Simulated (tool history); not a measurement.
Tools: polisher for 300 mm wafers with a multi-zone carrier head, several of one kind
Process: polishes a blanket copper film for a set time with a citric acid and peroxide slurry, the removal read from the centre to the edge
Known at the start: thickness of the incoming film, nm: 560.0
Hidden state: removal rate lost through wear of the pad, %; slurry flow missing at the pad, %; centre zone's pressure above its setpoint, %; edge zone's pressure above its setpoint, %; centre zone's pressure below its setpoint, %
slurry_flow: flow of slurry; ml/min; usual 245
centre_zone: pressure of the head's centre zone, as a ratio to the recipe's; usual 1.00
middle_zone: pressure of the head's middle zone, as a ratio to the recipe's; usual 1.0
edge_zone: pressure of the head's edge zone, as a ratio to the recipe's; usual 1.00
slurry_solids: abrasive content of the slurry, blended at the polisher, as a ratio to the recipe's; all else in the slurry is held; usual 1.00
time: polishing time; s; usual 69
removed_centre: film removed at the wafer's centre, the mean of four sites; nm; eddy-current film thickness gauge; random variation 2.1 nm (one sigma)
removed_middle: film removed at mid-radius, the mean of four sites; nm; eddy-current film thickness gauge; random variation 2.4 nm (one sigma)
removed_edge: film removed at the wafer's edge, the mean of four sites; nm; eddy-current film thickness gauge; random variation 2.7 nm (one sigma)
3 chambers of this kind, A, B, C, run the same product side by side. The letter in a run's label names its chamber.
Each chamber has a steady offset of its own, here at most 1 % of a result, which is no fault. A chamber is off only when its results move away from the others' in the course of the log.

run	hour	slurry_flow	centre_zone	middle_zone	edge_zone	slurry_solids	time	wafers polished on this pad	hours since the slurry nozzle was cleaned	hours since the centre zone pressure was calibrated	hours since the edge zone pressure was calibrated	removed_centre	removed_middle	removed_edge
1C	9.2	245	1.00	1.0	1.00	1.00	69	1201	315.1	442.6	466.4	178.09	175.74	180.41
# hour 11.9: chamber C: worn pad replaced by a new one
2A	16.9	245	1.00	1.0	1.00	1.00	69	440	405.8	106.4	306.6	184.32	184.83	176.93
3B	24.7	245	1.00	1.0	1.00	1.00	69	370	156.6	1043.6	229.9	179.02	182.82	180.88
4C	31.2	245	1.00	1.0	1.00	1.00	69	186	337.1	464.6	488.4	179.91	180.08	181.56
5A	43.2	245	1.00	1.0	1.00	1.00	69	694	432.1	132.7	332.9	180.47	183.56	184.21
6B	55.4	245	1.00	1.1	1.00	1.25	69	666	187.3	1074.3	260.6	191.52	206.20	194.46
7C	65.8	245	1.00	1.1	1.00	1.25	69	520	371.7	499.2	523.0	190.89	203.39	188.46
# hour 71.9: chamber A: worn pad replaced by a new one
8A	72.3	245	1.00	1.1	1.00	1.25	69	4	461.2	161.8	362.0	192.14	207.33	183.47
9B	81.9	245	1.00	1.0	1.00	1.00	69	922	213.8	1100.8	287.1	178.17	182.51	182.38
# hour 91.7: chamber B: slurry nozzle cleaned
# hour 93.3: chamber B: worn pad replaced by a new one
10C	94.0	245	1.00	1.0	1.00	1.00	69	792	399.9	527.4	551.2	182.73	176.59	183.55
11A	99.9	245	1.00	1.0	1.00	1.00	69	270	488.8	189.4	389.6	184.77	183.86	178.23
12B	110.4	245	1.00	1.0	1.00	1.00	69	165	18.7	1129.3	315.6	173.40	181.41	179.72
13B	120.3	245	1.00	1.0	1.09	1.00	69	261	28.6	1139.2	325.5	175.48	180.57	190.20
14A	128.9	245	1.00	1.0	1.09	1.00	69	550	517.8	218.4	418.6	185.14	182.35	185.74
15C	137.4	245	1.00	1.0	1.09	1.00	69	1211	443.3	570.8	594.6	180.44	174.03	187.33
16A	149.4	245	1.00	1.0	1.00	1.00	69	747	538.3	238.9	439.1	186.72	181.07	181.50
# hour 155.2: chamber A: edge zone pressure recalibrated
17C	158.1	245	1.00	1.0	1.00	1.00	69	1410	464.0	591.5	615.3	182.11	176.74	184.19
# hour 162.0: chamber C: worn pad replaced by a new one
18B	163.5	245	1.00	1.0	1.00	1.00	69	677	71.8	1182.4	368.7	179.36	181.17	180.55
19A	173.8	245	1.00	1.0	1.00	1.00	69	983	562.7	263.3	18.7	191.83	181.86	181.51
20C	184.5	245	1.00	1.0	1.00	1.00	69	217	490.4	617.9	641.7	182.76	177.38	182.92
21B	194.8	245	1.00	1.0	1.00	1.00	69	979	103.1	1213.7	400.0	179.08	179.02	185.35
# hour 199.1: chamber B: worn pad replaced by a new one
# hour 203.8: chamber A: worn pad replaced by a new one
22A	205.5	245	1.00	1.0	1.00	1.00	69	16	594.4	295.0	50.4	191.61	185.19	181.92
23B	214.3	245	1.00	1.0	1.00	1.00	47	146	122.6	1233.2	419.5	120.79	125.56	122.87
24C	222.7	245	1.00	1.0	1.00	1.00	47	586	528.6	656.1	679.9	121.91	120.52	122.88
25B	233.7	245	1.00	1.0	1.00	1.00	47	333	142.0	1252.6	438.9	119.53	123.04	124.54
# hour 243.3: chamber A: slurry nozzle cleaned
26C	245.3	245	1.00	1.0	1.00	1.00	69	804	551.2	678.7	702.5	180.80	182.56	181.54
27A	254.7	245	1.00	1.0	1.00	1.00	69	491	11.4	344.2	99.6	193.54	181.87	183.34
28C	267.1	245	1.00	1.0	1.00	1.00	69	1014	573.0	700.5	724.3	178.38	182.53	182.22
29A	276.8	245	1.00	1.0	1.00	1.00	69	704	33.5	366.3	121.7	193.66	185.88	180.86
30B	287.5	245	0.95	1.0	1.00	1.00	69	852	195.8	1306.4	492.7	171.52	179.64	177.65
31A	295.0	245	0.95	1.0	1.00	1.00	69	879	51.7	384.5	139.9	184.68	180.83	178.39
# hour 296.1: chamber B: worn pad replaced by a new one
# hour 301.2: chamber B: slurry nozzle cleaned
32B	307.4	245	0.95	1.0	1.00	1.00	69	109	6.2	1326.3	512.6	165.52	179.95	182.37

What goes on in this fleet: one chamber off, a drifting gauge, or nothing beyond the chambers' own small offsets? Name the chamber and the cause, if any.

Chamber A drifts away from the others.
Cause: centre zone's pressure above its setpoint, % = 7.29.

Here are 4 candidates for chamber A's next run, each the usual settings with a change, their results left as question marks. Which one brings its results back in line with what the others give on the usual settings?
In line means no further than this from the other chambers' mean on the usual settings: removed_centre 7.30 nm; removed_middle 8.20 nm; removed_edge 9.40 nm
33A-1	316.3	235	0.86	0.99	1.07	1.00	67					?	?	?
33A-2	316.3	250	1.07	1.00	0.97	1.00	70					?	?	?
33A-3	316.3	240	0.93	1.00	1.03	1.00	68					?	?	?
33A-4	316.3	255	1.14	1.01	0.93	1.00	71					?	?	?

The other chambers' mean on the usual settings: removed_centre 179.83 nm; removed_middle 179.59 nm; removed_edge 181.65 nm
run	removed_centre	removed_middle	removed_edge
33A-1	160.86	177.03	182.72
33A-2	214.42	187.81	182.06
33A-3	178.22	181.71	181.96
33A-4	233.28	192.58	180.94
33A-3 brings the chamber back in line.
